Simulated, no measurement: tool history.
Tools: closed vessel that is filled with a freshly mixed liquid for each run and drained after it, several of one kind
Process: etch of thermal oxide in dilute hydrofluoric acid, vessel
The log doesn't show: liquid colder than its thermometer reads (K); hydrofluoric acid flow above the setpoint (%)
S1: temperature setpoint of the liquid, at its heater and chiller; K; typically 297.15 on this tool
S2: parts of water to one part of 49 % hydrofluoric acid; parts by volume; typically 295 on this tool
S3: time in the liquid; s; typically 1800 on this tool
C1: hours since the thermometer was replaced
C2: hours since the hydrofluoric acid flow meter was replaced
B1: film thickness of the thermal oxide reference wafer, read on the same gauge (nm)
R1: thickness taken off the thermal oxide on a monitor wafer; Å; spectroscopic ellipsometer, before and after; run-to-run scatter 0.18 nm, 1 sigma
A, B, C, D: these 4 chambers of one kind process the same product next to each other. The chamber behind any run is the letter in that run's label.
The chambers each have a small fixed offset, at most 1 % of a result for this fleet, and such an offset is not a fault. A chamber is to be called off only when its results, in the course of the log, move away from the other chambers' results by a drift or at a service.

run 1C day=0.388 | S1=297.15 S2=295 S3=1800 | C1=39.3 C2=47.4 | B1=70.002 | R1=222.56
run 2B day=0.967 | S1=297.15 S2=295 S3=1800 | C1=1800.3 C2=619.6 | B1=69.986 | R1=225.06
run 3A day=1.433 | S1=297.15 S2=295 S3=1800 | C1=876.5 C2=365.8 | B1=70.003 | R1=225.95
run 4D day=1.971 | S1=297.15 S2=295 S3=1800 | C1=713 C2=152.6 | B1=69.976 | R1=221.04
run 5D day=2.433 | S1=297.15 S2=295 S3=1800 | C1=724.1 C2=163.7 | B1=70.023 | R1=223.32
run 6B day=2.792 | S1=297.15 S2=295 S3=2480 | C1=1844.1 C2=663.4 | B1=69.99 | R1=311.72
run 7A day=3.221 | S1=297.15 S2=295 S3=2480 | C1=919.4 C2=408.7 | B1=69.963 | R1=306.88
run 8C day=3.696 | S1=297.15 S2=295 S3=2480 | C1=118.7 C2=126.8 | B1=69.971 | R1=307.32
run 9B day=4.254 | S1=297.15 S2=295 S3=2480 | C1=1879.2 C2=698.5 | B1=70.029 | R1=309.61
run 10A day=4.575 | S1=297.15 S2=295 S3=1800 | C1=951.9 C2=441.2 | B1=69.931 | R1=227.58
run 11D day=4.992 | S1=297.15 S2=295 S3=1800 | C1=785.5 C2=225.1 | B1=69.996 | R1=224.25
run 12C day=5.296 | S1=297.15 S2=295 S3=1800 | C1=157.1 C2=165.2 | B1=70.034 | R1=221.92
run 13C day=5.708 | S1=297.15 S2=215 S3=1800 | C1=167 C2=175.1 | B1=69.954 | R1=331.11
run 14A day=6.017 | S1=297.15 S2=215 S3=1800 | C1=986.5 C2=475.8 | B1=69.951 | R1=338.14
run 15B day=6.675 | S1=297.15 S2=215 S3=1800 | C1=1937.3 C2=756.6 | B1=69.977 | R1=334.17
run 16D day=7.212 | S1=297.15 S2=215 S3=1800 | C1=838.8 C2=278.4 | B1=69.944 | R1=332.42
run 17D day=7.604 | S1=297.15 S2=295 S3=1800 | C1=848.2 C2=287.8 | B1=70.002 | R1=222.63
run 18C day=8.258 | S1=297.15 S2=295 S3=1800 | C1=228.2 C2=236.3 | B1=69.96 | R1=224.55
run 19A day=8.746 | S1=297.15 S2=295 S3=1800 | C1=1052 C2=541.3 | B1=70.023 | R1=226.81
run 20B day=9.4 | S1=301.65 S2=230 S3=1800 | C1=2002.7 C2=822 | B1=69.962 | R1=359.44
run 21C day=9.896 | S1=301.65 S2=230 S3=1800 | C1=267.5 C2=275.6 | B1=70.002 | R1=356.95
-- day=10.067 chamber D: thermometer replaced
run 22A day=10.458 | S1=301.65 S2=230 S3=1800 | C1=1093.1 C2=582.4 | B1=70 | R1=373.98
run 23B day=10.971 | S1=301.65 S2=230 S3=1800 | C1=2040.4 C2=859.7 | B1=69.99 | R1=356.93
run 24D day=11.479 | S1=297.15 S2=405 S3=1800 | C1=34 C2=380.8 | B1=69.989 | R1=144.83
run 25B day=11.912 | S1=297.15 S2=405 S3=1800 | C1=2063 C2=882.3 | B1=69.981 | R1=148.82
run 26C day=12.325 | S1=297.15 S2=405 S3=1800 | C1=325.8 C2=333.9 | B1=70.043 | R1=146.95
-- day=12.508 chamber A: thermometer replaced
run 27D day=12.721 | S1=297.15 S2=405 S3=1800 | C1=63.8 C2=410.6 | B1=69.987 | R1=144.63
run 28A day=13.171 | S1=297.15 S2=295 S3=1800 | C1=15.9 C2=647.5 | B1=70.033 | R1=232.96
run 29A day=13.488 | S1=297.15 S2=295 S3=1800 | C1=23.5 C2=655.1 | B1=70.012 | R1=238.62
run 30C day=13.875 | S1=297.15 S2=295 S3=1800 | C1=363 C2=371.1 | B1=69.933 | R1=223.17
run 31D day=14.267 | S1=297.15 S2=295 S3=1800 | C1=100.9 C2=447.7 | B1=69.967 | R1=222.1
run 32B day=14.821 | S1=297.15 S2=295 S3=1800 | C1=2132.8 C2=952.1 | B1=69.985 | R1=224.22
run 33A day=15.133 | S1=297.15 S2=295 S3=1800 | C1=63 C2=694.6 | B1=69.997 | R1=238.46
run 34B day=15.771 | S1=297.15 S2=295 S3=1800 | C1=2155.6 C2=974.9 | B1=69.989 | R1=226.2
run 35C day=16.221 | S1=297.15 S2=295 S3=1800 | C1=419.3 C2=427.4 | B1=70.036 | R1=223.85
run 36D day=16.708 | S1=297.15 S2=295 S3=1800 | C1=159.5 C2=506.3 | B1=69.966 | R1=221.05
run 37A day=17.142 | S1=297.15 S2=295 S3=1800 | C1=111.2 C2=742.8 | B1=70.021 | R1=239.8
run 38B day=17.812 | S1=297.15 S2=295 S3=1800 | C1=2204.6 C2=1023.9 | B1=70.031 | R1=226.66
run 39D day=18.133 | S1=297.15 S2=295 S3=1800 | C1=193.7 C2=540.5 | B1=69.988 | R1=222.31
run 40C day=18.688 | S1=297.15 S2=295 S3=1800 | C1=478.5 C2=486.6 | B1=70.043 | R1=225.69
run 41C day=19.083 | S1=297.15 S2=295 S3=1800 | C1=488 C2=496.1 | B1=70.031 | R1=226.3
run 42D day=19.375 | S1=297.15 S2=295 S3=1800 | C1=223.5 C2=570.3 | B1=69.997 | R1=226.75

Next, all 4 chambers run the settings below, one line each with question marks for the results. What does each chamber give?
run 43A day=19.858 | S1=300.15 S2=295 S3=1800 | R1=?
run 43B day=19.858 | S1=300.15 S2=295 S3=1800 | R1=?
run 43C day=19.858 | S1=300.15 S2=295 S3=1800 | R1=?
run 43D day=19.858 | S1=300.15 S2=295 S3=1800 | R1=?

run=43A R1=264.96
run=43B R1=247.27
run=43C R1=248.32
run=43D R1=246.61
